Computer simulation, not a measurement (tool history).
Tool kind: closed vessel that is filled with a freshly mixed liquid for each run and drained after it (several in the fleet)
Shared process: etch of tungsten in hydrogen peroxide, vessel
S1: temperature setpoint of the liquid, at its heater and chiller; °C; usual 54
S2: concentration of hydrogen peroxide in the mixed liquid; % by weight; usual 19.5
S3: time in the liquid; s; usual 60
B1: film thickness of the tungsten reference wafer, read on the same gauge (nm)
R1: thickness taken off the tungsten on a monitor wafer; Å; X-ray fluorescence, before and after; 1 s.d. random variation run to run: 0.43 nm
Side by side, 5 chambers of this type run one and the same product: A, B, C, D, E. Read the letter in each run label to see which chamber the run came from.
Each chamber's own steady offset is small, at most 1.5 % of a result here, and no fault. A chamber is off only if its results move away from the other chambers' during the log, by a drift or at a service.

run,hour,S1,S2,S3,B1,R1
1E,8.4,54,19.5,60,140.01,624.07
2D,15.0,54,19.5,60,140.01,639.18
3A,24.5,54,19.5,60,139.99,647.76
4B,31.4,54,19.5,60,139.98,631.85
5C,37.1,54,19.5,60,139.98,632.43
6A,44.1,54,19.5,60,140.01,636.88
7D,53.8,54,19.5,60,140.01,639.35
8B,59.5,54,19.5,60,140.00,644.51
9C,66.9,54,19.5,60,139.99,645.82
10E,76.0,54,19.5,60,140.01,625.54
11B,80.9,54,19.5,60,140.02,634.93
12D,90.3,54,19.5,60,140.01,633.02
13C,97.2,54,19.5,60,140.00,638.82
14A,105.6,54,15.5,40,139.98,382.95
15E,111.0,54,15.5,40,139.99,372.22
# hour 112.7: chamber B: new drum of peroxide connected
16E,120.6,54,15.5,40,140.00,374.70
17B,125.7,54,15.5,40,139.99,374.76
18C,130.6,54,15.5,40,139.97,390.34
# hour 131.9: chamber E: peroxide flow meter replaced
19D,139.0,54,19.5,60,139.99,640.06
20A,144.5,54,19.5,60,140.00,645.16
21A,152.6,54,19.5,60,140.00,648.43
22D,161.9,54,19.5,60,140.01,645.66
23E,166.2,54,19.5,60,140.01,635.93
24B,171.8,54,19.5,60,139.98,635.32
25C,180.1,54,19.5,60,139.99,660.35
26B,186.1,54,17.0,85,140.00,852.55
27D,194.4,54,17.0,85,140.02,853.03
28C,200.2,54,17.0,85,139.99,880.28
29A,206.1,54,17.0,85,140.00,854.38
30E,215.0,54,17.0,85,139.98,823.71
31A,221.4,54,21.5,60,140.02,679.02
32D,229.8,54,21.5,60,140.01,675.07
# hour 232.2: chamber D: peroxide flow meter replaced
33B,237.8,54,21.5,60,139.97,672.13
34E,244.3,54,21.5,60,140.00,662.76
35C,250.5,54,21.5,60,140.00,701.58
36B,256.0,54,19.5,60,140.00,638.91
37D,262.5,54,19.5,30,140.01,318.19

Predict what each chamber gives when all 5 of them run the settings below next.
38A,269.6,54,19.5,60,,?
38B,269.6,54,19.5,60,,?
38C,269.6,54,19.5,60,,?
38D,269.6,54,19.5,60,,?
38E,269.6,54,19.5,60,,?

run,R1
38A,649.86
38B,638.20
38C,669.02
38D,635.13
38E,634.39

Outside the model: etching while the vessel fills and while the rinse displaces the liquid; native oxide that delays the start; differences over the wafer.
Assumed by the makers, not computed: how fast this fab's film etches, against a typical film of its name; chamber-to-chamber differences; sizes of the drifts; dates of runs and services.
